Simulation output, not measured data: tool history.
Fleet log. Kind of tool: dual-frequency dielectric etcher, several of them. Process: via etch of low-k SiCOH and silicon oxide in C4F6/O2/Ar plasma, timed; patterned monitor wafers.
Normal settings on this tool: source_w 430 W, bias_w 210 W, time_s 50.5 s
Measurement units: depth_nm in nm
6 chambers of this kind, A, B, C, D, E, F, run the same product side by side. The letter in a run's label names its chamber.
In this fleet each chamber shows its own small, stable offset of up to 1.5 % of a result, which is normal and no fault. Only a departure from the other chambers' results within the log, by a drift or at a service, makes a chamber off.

run   hour  source_w  bias_w  time_s  read-back reference wafer on the same gauge, depth_nm  depth_nm
 1B    7.7       430     210    50.5                                                 117.98    140.20
 2F   14.9       430     210    50.5                                                 117.96    142.72
 3E   25.1       430     210    50.5                                                 118.00    142.55
 4D   34.7       430     210    50.5                                                 117.92    142.87
 5A   43.4       430     210    50.5                                                 117.94    143.04
 6C   55.1       430     210    50.5                                                 117.92    140.06
 7B   65.0       430     210    50.5                                                 117.93    140.34
 8E   72.0       430     210    50.5                                                 117.92    142.89
 9C   84.6       430     210    50.5                                                 117.90    139.96
10A   91.1       430     210    50.5                                                 117.86    143.18
11D  103.8       430     210    50.5                                                 117.88    142.32
12F  116.6       430     210    50.5                                                 117.83    142.85
13D  127.6       430     210    50.5                                                 117.81    142.89
14F  140.5       430     210    50.5                                                 117.80    142.35
15E  152.0       430     210    39.5                                                 117.77    111.29
     158.1  -- chamber F: wet clean of the chamber
16A  158.6       430     210    39.5                                                 117.77    111.63
17B  169.1       430     210    39.5                                                 117.74    109.23
18C  177.5       430     210    39.5                                                 117.75    109.49
19F  191.9       430     210    39.5                                                 117.73    111.31
20B  204.8       430     210    39.5                                                 117.71    109.24
21A  213.0       430     210    50.5                                                 117.71    142.32
     216.0  -- chamber F: bias power generator calibrated
22E  221.5       430     210    50.5                                                 117.67    142.64
23C  234.6       430     210    50.5                                                 117.64    139.45
24D  241.6       430     210    50.5                                                 117.66    142.76
25F  249.2       430     238    42.5                                                 117.63    124.44
26A  257.0       430     238    42.5                                                 117.61    125.30
27B  263.4       430     238    42.5                                                 117.64    122.87
     264.1  -- chamber A: wet clean of the chamber
28E  270.2       430     238    42.5                                                 117.60    124.73
29D  283.6       430     238    42.5                                                 117.57    124.95
30C  290.2       430     238    42.5                                                 117.58    122.45
31F  299.9       460     210    50.5                                                 117.57    146.17
32D  312.8       460     210    50.5                                                 117.54    146.05
33A  319.5       460     210    50.5                                                 117.55    146.17
34E  327.0       460     210    50.5                                                 117.55    146.32
35C  334.5       460     210    50.5                                                 117.48    143.41
36B  345.5       460     210    50.5                                                 117.51    143.48
37A  355.8       430     210    50.5                                                 117.51    142.06
38E  370.0       500     238    50.5                                                 117.46    156.46
39F  383.7       500     238    50.5                                                 117.46    157.15
40B  392.8       500     238    50.5                                                 117.41    154.14

Does one chamber stand apart from the rest, does the shared gauge drift, or is all well apart from small per-chamber offsets? Give the chamber and the most likely cause, where there is one.

The shared gauge is drifting. All chambers look as if they move in step, but none is off.
What lies behind it: gauge reads low (%) = 0.495.
